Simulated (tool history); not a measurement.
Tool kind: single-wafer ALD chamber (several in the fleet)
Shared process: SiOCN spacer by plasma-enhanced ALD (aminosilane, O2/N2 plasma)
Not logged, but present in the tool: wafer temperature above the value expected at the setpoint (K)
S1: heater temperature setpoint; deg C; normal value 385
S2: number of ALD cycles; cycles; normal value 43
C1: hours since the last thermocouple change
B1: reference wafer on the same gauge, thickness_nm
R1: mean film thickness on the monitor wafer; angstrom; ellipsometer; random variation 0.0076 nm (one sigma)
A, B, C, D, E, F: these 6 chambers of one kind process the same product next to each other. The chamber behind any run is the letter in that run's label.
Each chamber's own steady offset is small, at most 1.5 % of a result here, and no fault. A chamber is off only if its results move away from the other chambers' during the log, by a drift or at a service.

run 1E hour=5.9 | S1=385 S2=43 | C1=485.9 | B1=2.1099 | R1=25.821
run 2A hour=14.7 | S1=385 S2=43 | C1=822.4 | B1=2.11 | R1=25.939
run 3C hour=23.2 | S1=385 S2=43 | C1=1715.8 | B1=2.1102 | R1=25.529
run 4D hour=30.6 | S1=385 S2=43 | C1=2743.5 | B1=2.1108 | R1=26.15
run 5F hour=40.3 | S1=385 S2=43 | C1=947.8 | B1=2.1106 | R1=25.733
run 6B hour=51 | S1=385 S2=43 | C1=388.7 | B1=2.11 | R1=25.901
run 7D hour=58 | S1=385 S2=43 | C1=2770.9 | B1=2.11 | R1=25.975
run 8F hour=63.9 | S1=371 S2=47 | C1=971.4 | B1=2.1098 | R1=28.008
run 9C hour=74.1 | S1=371 S2=47 | C1=1766.7 | B1=2.1099 | R1=27.897
run 10E hour=80.9 | S1=371 S2=47 | C1=560.9 | B1=2.1085 | R1=28.238
run 11B hour=91.2 | S1=371 S2=47 | C1=428.9 | B1=2.11 | R1=28.238
run 12A hour=101.5 | S1=371 S2=47 | C1=909.2 | B1=2.1107 | R1=28.35
run 13E hour=108.7 | S1=371 S2=47 | C1=588.7 | B1=2.1107 | R1=28.187
run 14D hour=120.3 | S1=385 S2=43 | C1=2833.2 | B1=2.1101 | R1=26.045
run 15F hour=127 | S1=385 S2=43 | C1=1034.5 | B1=2.1111 | R1=25.792
run 16A hour=135.1 | S1=385 S2=43 | C1=942.8 | B1=2.1103 | R1=26.021
-- hour=138.6 chamber D: thermocouple changed; heater temperature recalibrated
run 17B hour=141 | S1=385 S2=43 | C1=478.7 | B1=2.1099 | R1=25.82
run 18C hour=149.4 | S1=385 S2=43 | C1=1842 | B1=2.1083 | R1=25.718
run 19F hour=161.5 | S1=385 S2=43 | C1=1069 | B1=2.1096 | R1=25.696
run 20D hour=171.8 | S1=385 S2=43 | C1=33.2 | B1=2.1105 | R1=25.914
run 21B hour=183.6 | S1=385 S2=36 | C1=521.3 | B1=2.1095 | R1=21.565
run 22C hour=192.1 | S1=385 S2=36 | C1=1884.7 | B1=2.1091 | R1=21.539
run 23A hour=202.3 | S1=385 S2=36 | C1=1010 | B1=2.1096 | R1=21.888
run 24E hour=212.3 | S1=385 S2=36 | C1=692.3 | B1=2.1091 | R1=21.693
run 25E hour=222 | S1=385 S2=36 | C1=702 | B1=2.1096 | R1=21.678
-- hour=227.3 chamber A: thermocouple changed; heater temperature recalibrated
run 26A hour=228.7 | S1=385 S2=36 | C1=1.4 | B1=2.1101 | R1=21.784
run 27D hour=236.9 | S1=385 S2=43 | C1=98.3 | B1=2.1096 | R1=26.001
run 28F hour=247.8 | S1=392 S2=40 | C1=1155.3 | B1=2.1112 | R1=23.905
run 29B hour=258.4 | S1=392 S2=40 | C1=596.1 | B1=2.1093 | R1=23.99
run 30C hour=267.4 | S1=392 S2=40 | C1=1960 | B1=2.1094 | R1=23.922
run 31D hour=273.4 | S1=392 S2=40 | C1=134.8 | B1=2.1106 | R1=24.172
run 32A hour=279.8 | S1=392 S2=40 | C1=52.5 | B1=2.109 | R1=24.232
run 33B hour=286.6 | S1=392 S2=40 | C1=624.3 | B1=2.111 | R1=24.172
run 34F hour=297.3 | S1=385 S2=43 | C1=1204.8 | B1=2.1084 | R1=25.68
run 35C hour=307.6 | S1=385 S2=43 | C1=2000.2 | B1=2.1103 | R1=25.651
run 36E hour=313.8 | S1=385 S2=43 | C1=793.8 | B1=2.1124 | R1=25.805
run 37D hour=319.8 | S1=378 S2=48 | C1=181.2 | B1=2.1106 | R1=29.06
run 38E hour=328.2 | S1=378 S2=48 | C1=808.2 | B1=2.1104 | R1=28.962
run 39A hour=335.1 | S1=378 S2=48 | C1=107.8 | B1=2.1098 | R1=29.086
run 40F hour=345.2 | S1=378 S2=48 | C1=1252.7 | B1=2.1106 | R1=28.515
run 41C hour=355.3 | S1=378 S2=48 | C1=2047.9 | B1=2.1108 | R1=28.555

Is one chamber off against the others, does the gauge drift, or is nothing wrong? If a chamber is off, say which, and what the likeliest cause is.

Neither any chamber nor the gauge drifts; the chambers differ only by their own small, steady offsets.

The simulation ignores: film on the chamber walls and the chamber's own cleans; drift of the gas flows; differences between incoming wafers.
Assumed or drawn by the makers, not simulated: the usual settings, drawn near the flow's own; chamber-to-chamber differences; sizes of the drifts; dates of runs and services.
